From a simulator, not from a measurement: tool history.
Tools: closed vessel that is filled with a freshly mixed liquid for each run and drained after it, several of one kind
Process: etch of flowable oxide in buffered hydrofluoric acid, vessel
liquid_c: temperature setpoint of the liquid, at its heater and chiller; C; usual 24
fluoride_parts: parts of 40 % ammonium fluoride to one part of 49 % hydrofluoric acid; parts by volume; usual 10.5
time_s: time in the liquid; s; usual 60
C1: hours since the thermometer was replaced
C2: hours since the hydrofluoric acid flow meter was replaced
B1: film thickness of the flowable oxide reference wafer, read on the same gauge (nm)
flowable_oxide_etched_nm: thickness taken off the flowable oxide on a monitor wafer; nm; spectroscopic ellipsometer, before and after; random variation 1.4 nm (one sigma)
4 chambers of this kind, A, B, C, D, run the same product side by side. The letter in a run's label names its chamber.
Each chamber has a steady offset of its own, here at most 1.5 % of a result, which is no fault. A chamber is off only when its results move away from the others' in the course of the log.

run 1A hour=8.7 | liquid_c=24 fluoride_parts=10.5 time_s=60 | C1=1647.9 C2=1438.2 | B1=70 | flowable_oxide_etched_nm=219.72
run 2D hour=16.5 | liquid_c=24 fluoride_parts=10.5 time_s=60 | C1=1984.3 C2=596 | B1=69.954 | flowable_oxide_etched_nm=222.48
run 3C hour=24.7 | liquid_c=24 fluoride_parts=10.5 time_s=60 | C1=726.3 C2=969.3 | B1=70.027 | flowable_oxide_etched_nm=223.59
run 4B hour=34.3 | liquid_c=24 fluoride_parts=10.5 time_s=60 | C1=1691.1 C2=78.3 | B1=70.044 | flowable_oxide_etched_nm=223.12
run 5C hour=41.1 | liquid_c=24 fluoride_parts=10.5 time_s=60 | C1=742.7 C2=985.7 | B1=70.008 | flowable_oxide_etched_nm=222.41
run 6A hour=51.8 | liquid_c=24 fluoride_parts=10.5 time_s=60 | C1=1691 C2=1481.3 | B1=69.989 | flowable_oxide_etched_nm=220.9
run 7D hour=61.9 | liquid_c=24 fluoride_parts=10.5 time_s=60 | C1=2029.7 C2=641.4 | B1=69.989 | flowable_oxide_etched_nm=223.57
run 8B hour=70.5 | liquid_c=24 fluoride_parts=10.5 time_s=60 | C1=1727.3 C2=114.5 | B1=69.99 | flowable_oxide_etched_nm=225.52
run 9A hour=78.8 | liquid_c=24 fluoride_parts=10.5 time_s=60 | C1=1718 C2=1508.3 | B1=70.034 | flowable_oxide_etched_nm=221.37
run 10B hour=88.3 | liquid_c=24 fluoride_parts=10.5 time_s=60 | C1=1745.1 C2=132.3 | B1=69.972 | flowable_oxide_etched_nm=222.74
-- hour=92.1 chamber A: thermometer replaced
run 11D hour=99 | liquid_c=24 fluoride_parts=10.5 time_s=60 | C1=2066.8 C2=678.5 | B1=70.006 | flowable_oxide_etched_nm=221.4
run 12C hour=105.6 | liquid_c=24 fluoride_parts=10.5 time_s=60 | C1=807.2 C2=1050.2 | B1=69.965 | flowable_oxide_etched_nm=222.01
run 13A hour=114.7 | liquid_c=28.5 fluoride_parts=10.5 time_s=60 | C1=22.6 C2=1544.2 | B1=70.015 | flowable_oxide_etched_nm=281.14
run 14D hour=122.7 | liquid_c=28.5 fluoride_parts=10.5 time_s=60 | C1=2090.5 C2=702.2 | B1=69.947 | flowable_oxide_etched_nm=280.71
run 15B hour=131.1 | liquid_c=28.5 fluoride_parts=10.5 time_s=60 | C1=1787.9 C2=175.1 | B1=70.007 | flowable_oxide_etched_nm=285.48
run 16C hour=136.1 | liquid_c=28.5 fluoride_parts=10.5 time_s=60 | C1=837.7 C2=1080.7 | B1=69.995 | flowable_oxide_etched_nm=276.59
run 17C hour=146 | liquid_c=24 fluoride_parts=10.5 time_s=60 | C1=847.6 C2=1090.6 | B1=69.993 | flowable_oxide_etched_nm=214.52
-- hour=151 chamber A: hydrofluoric acid flow meter replaced
run 18A hour=157.5 | liquid_c=24 fluoride_parts=10.5 time_s=60 | C1=65.4 C2=6.6 | B1=70.024 | flowable_oxide_etched_nm=221.34
run 19D hour=167.8 | liquid_c=24 fluoride_parts=10.5 time_s=60 | C1=2135.6 C2=747.3 | B1=69.979 | flowable_oxide_etched_nm=223.71
run 20B hour=177.3 | liquid_c=24 fluoride_parts=10.5 time_s=60 | C1=1834.1 C2=221.3 | B1=70.021 | flowable_oxide_etched_nm=226.15
run 21B hour=185.3 | liquid_c=24 fluoride_parts=10.5 time_s=60 | C1=1842.1 C2=229.3 | B1=69.968 | flowable_oxide_etched_nm=224.88
run 22D hour=196.7 | liquid_c=24 fluoride_parts=10.5 time_s=60 | C1=2164.5 C2=776.2 | B1=69.973 | flowable_oxide_etched_nm=219.73
run 23A hour=207.5 | liquid_c=24 fluoride_parts=10.5 time_s=60 | C1=115.4 C2=56.6 | B1=70.035 | flowable_oxide_etched_nm=219.99
run 24C hour=213.6 | liquid_c=24 fluoride_parts=10.5 time_s=60 | C1=915.2 C2=1158.2 | B1=69.993 | flowable_oxide_etched_nm=211.72
run 25B hour=222.3 | liquid_c=24 fluoride_parts=10.5 time_s=60 | C1=1879.1 C2=266.3 | B1=69.997 | flowable_oxide_etched_nm=223.94
run 26D hour=228.6 | liquid_c=24 fluoride_parts=10.5 time_s=60 | C1=2196.4 C2=808.1 | B1=70.019 | flowable_oxide_etched_nm=219.96
run 27C hour=236.6 | liquid_c=24 fluoride_parts=10.5 time_s=60 | C1=938.2 C2=1181.2 | B1=70.037 | flowable_oxide_etched_nm=210.97
run 28A hour=242 | liquid_c=24 fluoride_parts=10.5 time_s=60 | C1=149.9 C2=91.1 | B1=70 | flowable_oxide_etched_nm=221.85
run 29C hour=252.8 | liquid_c=24 fluoride_parts=9 time_s=60 | C1=954.4 C2=1197.4 | B1=70.004 | flowable_oxide_etched_nm=238.35
run 30A hour=259.8 | liquid_c=24 fluoride_parts=9 time_s=60 | C1=167.7 C2=108.9 | B1=70.018 | flowable_oxide_etched_nm=246
run 31D hour=266 | liquid_c=24 fluoride_parts=9 time_s=60 | C1=2233.8 C2=845.5 | B1=69.978 | flowable_oxide_etched_nm=248.34
run 32B hour=271.7 | liquid_c=24 fluoride_parts=9 time_s=60 | C1=1928.5 C2=315.7 | B1=70.021 | flowable_oxide_etched_nm=254.35

Next, every chamber runs the same settings. What will each give?
run 33A hour=280 | liquid_c=24 fluoride_parts=10.5 time_s=60 | flowable_oxide_etched_nm=?
run 33B hour=280 | liquid_c=24 fluoride_parts=10.5 time_s=60 | flowable_oxide_etched_nm=?
run 33C hour=280 | liquid_c=24 fluoride_parts=10.5 time_s=60 | flowable_oxide_etched_nm=?
run 33D hour=280 | liquid_c=24 fluoride_parts=10.5 time_s=60 | flowable_oxide_etched_nm=?

run=33A flowable_oxide_etched_nm=218.78
run=33B flowable_oxide_etched_nm=223.57
run=33C flowable_oxide_etched_nm=206.86
run=33D flowable_oxide_etched_nm=221.43
